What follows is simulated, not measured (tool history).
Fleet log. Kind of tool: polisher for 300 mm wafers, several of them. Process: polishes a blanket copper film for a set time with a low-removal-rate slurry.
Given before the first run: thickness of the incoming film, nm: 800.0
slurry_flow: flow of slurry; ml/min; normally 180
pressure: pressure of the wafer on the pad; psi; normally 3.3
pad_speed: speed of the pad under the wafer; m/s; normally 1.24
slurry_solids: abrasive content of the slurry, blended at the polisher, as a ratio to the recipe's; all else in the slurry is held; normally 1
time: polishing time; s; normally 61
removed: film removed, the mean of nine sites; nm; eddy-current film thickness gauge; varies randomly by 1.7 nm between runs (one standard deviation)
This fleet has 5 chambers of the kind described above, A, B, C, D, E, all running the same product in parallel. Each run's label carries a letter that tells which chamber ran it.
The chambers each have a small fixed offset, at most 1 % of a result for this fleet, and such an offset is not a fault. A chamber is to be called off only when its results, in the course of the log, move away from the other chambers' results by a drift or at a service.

run     day  slurry_flow  pressure  pad_speed  slurry_solids  time  wafers polished on this pad  hours since the slurry nozzle was cleaned  hours since the head pressure was calibrated  hours since the slurry blender was calibrated  removed
      0.279  -- chamber B: slurry blender recalibrated
 1B   0.554          180       3.3       1.24              1    61                          586                                       85.7                                         234.7                                            6.7   216.73
 2A   1.008          180       3.3       1.24              1    61                          273                                        145                                         568.1                                          288.5    216.1
      1.058  -- chamber E: worn pad replaced by a new one
      1.242  -- chamber E: head pressure recalibrated
 3C   1.308          180       3.3       1.24              1    61                          811                                      216.4                                         673.2                                          178.1   217.46
       1.45  -- chamber D: worn pad replaced by a new one
 4E   1.717          180       3.3       1.24              1    61                          118                                      416.9                                          11.5                                          167.1   215.46
      1.912  -- chamber A: slurry blender recalibrated
 5D   2.079          180       3.3       1.24              1    61                          112                                      541.8                                          98.1                                          100.8   217.01
      2.392  -- chamber C: worn pad replaced by a new one
 6B   2.567          180       3.3       1.24              1    61                          946                                        134                                           283                                             55   214.52
 7D   3.129          180       3.3       1.24              1    61                          300                                        567                                         123.3                                            126      216
 8C   3.617          180       3.3       1.24              1    61                          219                                      271.8                                         728.6                                          233.5   220.46
 9E   3.946          180       3.3       1.24              1    41                          516                                      470.4                                            65                                          220.6   145.48
      4.271  -- chamber D: worn pad replaced by a new one
10A   4.558          180       3.3       1.24              1    41                          907                                      230.2                                         653.3                                           63.6   146.64
      5.038  -- chamber A: worn pad replaced by a new one
11D   5.067          180       3.3       1.24              1    41                          142                                      613.5                                         169.8                                          172.5   144.71
12C   5.612          180       3.3       1.24              1    41                          576                                      319.7                                         776.5                                          281.4   148.02
      5.904  -- chamber B: worn pad replaced by a new one
13A   5.917          180       3.3       1.24              1    41                          157                                      262.8                                         685.9                                           96.2   147.17
      6.117  -- chamber E: slurry nozzle cleaned
14E   6.204          180       3.3       1.24              1    61                          920                                        2.2                                         119.2                                          274.8   213.14
15B   6.488          180       3.3       1.24              1    61                          104                                      228.1                                         377.1                                          149.1   216.13
16B   6.846          180       3.3       1.24              1    61                          168                                      236.7                                         385.7                                          157.7   214.35
      7.383  -- chamber D: worn pad replaced by a new one
17D   7.408          180       3.3       1.24              1    61                            4                                      669.7                                           226                                          228.7   214.13
      7.488  -- chamber B: slurry blender recalibrated
      7.825  -- chamber E: worn pad replaced by a new one
      7.908  -- chamber D: slurry nozzle cleaned
18C   7.992          180       3.3       1.24              1    61                         1001                                      376.8                                         833.6                                          338.5   218.46
      8.296  -- chamber C: worn pad replaced by a new one
      8.296  -- chamber C: slurry blender recalibrated
19A   8.504          180       3.3       1.24              1    61                          619                                      324.9                                           748                                          158.3   214.77
20E   8.954          180       3.3       1.24              1    61                          202                                       68.2                                         185.2                                          340.8   208.71
      9.383  -- chamber C: head pressure recalibrated
21B   9.383          180       3.3       1.24              1    61                          621                                      297.6                                         446.6                                           45.5   217.22
      9.562  -- chamber D: head pressure recalibrated
22C   9.712          180       2.9        1.1              1    61                          253                                      418.1                                           7.9                                           34.1   166.68
23E  10.121          180       2.9        1.1              1    61                          410                                       96.2                                         213.2                                          368.8   164.18
     10.371  -- chamber A: worn pad replaced by a new one
24D  10.658          180       2.9        1.1              1    61                          585                                         66                                          26.4                                          306.7   166.37
     10.942  -- chamber D: worn pad replaced by a new one
25A  10.967          180       2.9        1.1              1    61                          106                                        384                                         807.1                                          217.4   167.74
     11.333  -- chamber B: head pressure recalibrated
26D  11.488          180       2.9        1.1              1    61                           98                                       85.9                                          46.3                                          326.6   168.49
27A  12.092          180       3.3       1.24              1    61                          308                                        411                                         834.1                                          244.4      213
28E  12.408          230       3.3       1.24              1    61                          819                                      151.1                                         268.1                                          423.7    210.2
29C  12.812          230       3.3       1.24              1    61                          807                                      492.5                                          82.3                                          108.5   222.92
     12.817  -- chamber A: head pressure recalibrated
     13.071  -- chamber D: slurry blender recalibrated
30B  13.392          230       3.3       1.24              1    61                         1338                                      393.8                                          49.5                                          141.7   224.84
     13.812  -- chamber B: slurry blender recalibrated
31C  13.817          230       3.3       1.24              1    61                          987                                      516.6                                         106.4                                          132.6   221.48
     13.883  -- chamber B: worn pad replaced by a new one
     14.242  -- chamber D: worn pad replaced by a new one
32E  14.304          230       3.3       1.24              1    61                         1158                                      196.6                                         313.6                                          469.2    210.1
33B  14.596          180       3.3       1.24              1    61                          127                                      422.7                                          78.4                                           18.9   215.32
34D  15.038          180       3.3       1.24              1    61                          142                                      171.1                                         131.5                                           47.3    212.9
35A  15.612          180       3.3       1.24              1    61                          937                                      495.5                                          67.2                                          328.9   218.32

Each of the 5 chambers runs these same settings next. Fill in every chamber's results:
36A  16.05          180       3.3       1.24           1.15    61                                                                                                                                                                             ?
36B  16.05          180       3.3       1.24           1.15    61                                                                                                                                                                             ?
36C  16.05          180       3.3       1.24           1.15    61                                                                                                                                                                             ?
36D  16.05          180       3.3       1.24           1.15    61                                                                                                                                                                             ?
36E  16.05          180       3.3       1.24           1.15    61                                                                                                                                                                             ?

run  removed
36A   223.36
36B   224.23
36C   221.68
36D   217.01
36E   204.45
